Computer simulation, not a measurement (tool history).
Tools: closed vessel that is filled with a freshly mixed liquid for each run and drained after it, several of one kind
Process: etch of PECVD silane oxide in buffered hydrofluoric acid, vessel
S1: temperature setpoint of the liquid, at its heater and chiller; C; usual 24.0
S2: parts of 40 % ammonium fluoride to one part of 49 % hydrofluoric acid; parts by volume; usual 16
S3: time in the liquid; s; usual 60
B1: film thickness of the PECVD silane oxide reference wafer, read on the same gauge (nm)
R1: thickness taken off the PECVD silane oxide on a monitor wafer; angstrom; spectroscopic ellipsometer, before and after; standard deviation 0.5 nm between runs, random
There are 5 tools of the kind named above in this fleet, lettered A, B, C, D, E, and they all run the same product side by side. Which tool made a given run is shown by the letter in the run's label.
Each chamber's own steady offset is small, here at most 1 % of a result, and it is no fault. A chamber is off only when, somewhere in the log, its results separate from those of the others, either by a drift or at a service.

run	day	S1	S2	S3	B1	R1
1A	0.404	24.0	16	60	70.011	1336.9
2B	0.683	24.0	16	60	69.984	1351.2
3E	0.892	24.0	16	60	70.001	1341.0
4D	1.304	24.0	16	60	70.014	1327.6
5C	1.517	24.0	16	60	69.956	1339.1
6A	1.762	24.0	16	60	69.991	1348.1
7D	2.050	24.0	16	60	70.017	1320.3
8C	2.454	24.0	16	60	70.009	1346.6
9B	2.808	24.0	16	60	70.005	1345.1
10E	3.188	24.0	16	60	70.017	1346.4
11A	3.425	24.0	16	60	69.999	1347.0
12C	3.638	24.0	16	60	69.996	1343.0
13E	3.912	24.0	16	60	69.979	1335.9
14B	4.225	24.0	16	60	69.990	1343.0
15D	4.471	28.0	16	90	69.985	2485.4
16E	4.679	28.0	16	90	69.987	2505.6
17B	4.925	28.0	16	90	70.000	2486.3
18D	5.183	28.0	16	90	70.053	2469.6
19A	5.512	28.0	16	90	70.008	2491.1
20C	5.783	24.0	16	60	70.010	1336.3
# day 6.058: chamber B: hydrofluoric acid flow meter replaced
21E	6.133	24.0	16	60	70.018	1332.7
22D	6.412	24.0	16	60	69.945	1331.6
23B	6.808	24.0	16	60	70.014	1349.5
24A	7.171	24.0	16	60	69.984	1335.7
25C	7.450	24.0	16	60	70.008	1345.8
26C	7.854	24.0	16	60	69.972	1345.1
27A	8.238	24.0	16	60	69.977	1337.5
28B	8.533	24.0	16	60	69.992	1340.9
29D	8.825	24.0	16	60	69.967	1325.0
30E	9.200	24.0	16	60	70.026	1338.8
31D	9.400	24.0	16	60	69.999	1331.2
32A	9.717	24.0	16	60	69.965	1338.6

Predict what each chamber gives when all 5 of them run the settings below next.
33A	10.025	27.5	16	60		?
33B	10.025	27.5	16	60		?
33C	10.025	27.5	16	60		?
33D	10.025	27.5	16	60		?
33E	10.025	27.5	16	60		?

run	R1
33A	1628.7
33B	1623.7
33C	1607.8
33D	1593.3
33E	1612.6
